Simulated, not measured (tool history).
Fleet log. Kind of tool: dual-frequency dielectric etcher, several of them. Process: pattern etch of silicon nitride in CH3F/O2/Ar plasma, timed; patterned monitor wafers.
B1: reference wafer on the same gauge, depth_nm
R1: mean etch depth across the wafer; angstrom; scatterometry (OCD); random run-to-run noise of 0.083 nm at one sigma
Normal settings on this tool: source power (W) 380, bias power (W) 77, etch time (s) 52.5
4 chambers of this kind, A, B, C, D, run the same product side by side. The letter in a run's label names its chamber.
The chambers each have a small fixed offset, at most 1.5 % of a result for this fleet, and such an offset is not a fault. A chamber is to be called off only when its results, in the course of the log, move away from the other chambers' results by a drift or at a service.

{"run": "1C", "hour": 2.5, "source power (W)": 380, "bias power (W)": 77, "etch time (s)": 52.5, "B1": 31.994, "R1": 365.53}
{"run": "2A", "hour": 6.8, "source power (W)": 380, "bias power (W)": 77, "etch time (s)": 52.5, "B1": 31.992, "R1": 371.14}
{"run": "3D", "hour": 8.9, "source power (W)": 380, "bias power (W)": 77, "etch time (s)": 52.5, "B1": 31.998, "R1": 369.57}
{"run": "4B", "hour": 11.3, "source power (W)": 380, "bias power (W)": 77, "etch time (s)": 52.5, "B1": 31.998, "R1": 366.95}
{"run": "5C", "hour": 14.5, "source power (W)": 380, "bias power (W)": 77, "etch time (s)": 52.5, "B1": 31.987, "R1": 365.22}
{"run": "6D", "hour": 18.3, "source power (W)": 380, "bias power (W)": 77, "etch time (s)": 52.5, "B1": 32.001, "R1": 369.41}
{"run": "7A", "hour": 20.8, "source power (W)": 380, "bias power (W)": 77, "etch time (s)": 52.5, "B1": 31.99, "R1": 370.47}
{"run": "8B", "hour": 24.3, "source power (W)": 380, "bias power (W)": 77, "etch time (s)": 52.5, "B1": 31.996, "R1": 367.52}
{"run": "9A", "hour": 27.9, "source power (W)": 380, "bias power (W)": 77, "etch time (s)": 52.5, "B1": 32.0, "R1": 370.76}
{"run": "10C", "hour": 30.7, "source power (W)": 380, "bias power (W)": 77, "etch time (s)": 52.5, "B1": 32.011, "R1": 364.67}
{"run": "11D", "hour": 32.6, "source power (W)": 380, "bias power (W)": 77, "etch time (s)": 52.5, "B1": 32.004, "R1": 369.68}
{"run": "12B", "hour": 37.0, "source power (W)": 380, "bias power (W)": 77, "etch time (s)": 52.5, "B1": 31.986, "R1": 367.4}
{"run": "13D", "hour": 39.8, "source power (W)": 470, "bias power (W)": 77, "etch time (s)": 52.5, "B1": 31.999, "R1": 403.49}
{"run": "14A", "hour": 43.9, "source power (W)": 470, "bias power (W)": 77, "etch time (s)": 52.5, "B1": 32.022, "R1": 403.45}
{"run": "15C", "hour": 46.2, "source power (W)": 470, "bias power (W)": 77, "etch time (s)": 52.5, "B1": 32.002, "R1": 396.62}
{"run": "16B", "hour": 48.5, "source power (W)": 470, "bias power (W)": 77, "etch time (s)": 52.5, "B1": 32.003, "R1": 397.17}
{"run": "17C", "hour": 52.9, "source power (W)": 380, "bias power (W)": 77, "etch time (s)": 52.5, "B1": 32.021, "R1": 364.83}
{"run": "18D", "hour": 56.5, "source power (W)": 380, "bias power (W)": 77, "etch time (s)": 52.5, "B1": 31.988, "R1": 368.65}
{"run": "19B", "hour": 59.4, "source power (W)": 380, "bias power (W)": 77, "etch time (s)": 52.5, "B1": 31.993, "R1": 366.24}
{"run": "20A", "hour": 61.3, "source power (W)": 380, "bias power (W)": 77, "etch time (s)": 52.5, "B1": 32.016, "R1": 375.37}
{"run": "21B", "hour": 63.8, "source power (W)": 380, "bias power (W)": 77, "etch time (s)": 52.5, "B1": 32.014, "R1": 367.87}
{"run": "22C", "hour": 66.7, "source power (W)": 380, "bias power (W)": 77, "etch time (s)": 52.5, "B1": 31.995, "R1": 364.71}
{"run": "23D", "hour": 70.6, "source power (W)": 380, "bias power (W)": 77, "etch time (s)": 52.5, "B1": 32.002, "R1": 371.03}
{"run": "24A", "hour": 74.9, "source power (W)": 380, "bias power (W)": 77, "etch time (s)": 52.5, "B1": 32.001, "R1": 373.5}
{"run": "25A", "hour": 77.8, "source power (W)": 430, "bias power (W)": 77, "etch time (s)": 52.5, "B1": 31.993, "R1": 391.66}
{"run": "26B", "hour": 80.3, "source power (W)": 430, "bias power (W)": 77, "etch time (s)": 52.5, "B1": 32.005, "R1": 385.76}

Each of the 4 chambers runs these same settings next. Fill in every chamber's results:
{"run": "27A", "hour": 83.4, "source power (W)": 470, "bias power (W)": 77, "etch time (s)": 52.5, "R1": "?"}
{"run": "27B", "hour": 83.4, "source power (W)": 470, "bias power (W)": 77, "etch time (s)": 52.5, "R1": "?"}
{"run": "27C", "hour": 83.4, "source power (W)": 470, "bias power (W)": 77, "etch time (s)": 52.5, "R1": "?"}
{"run": "27D", "hour": 83.4, "source power (W)": 470, "bias power (W)": 77, "etch time (s)": 52.5, "R1": "?"}

run=27A R1=406.95
run=27B R1=398.90
run=27C R1=395.16
run=27D R1=401.51
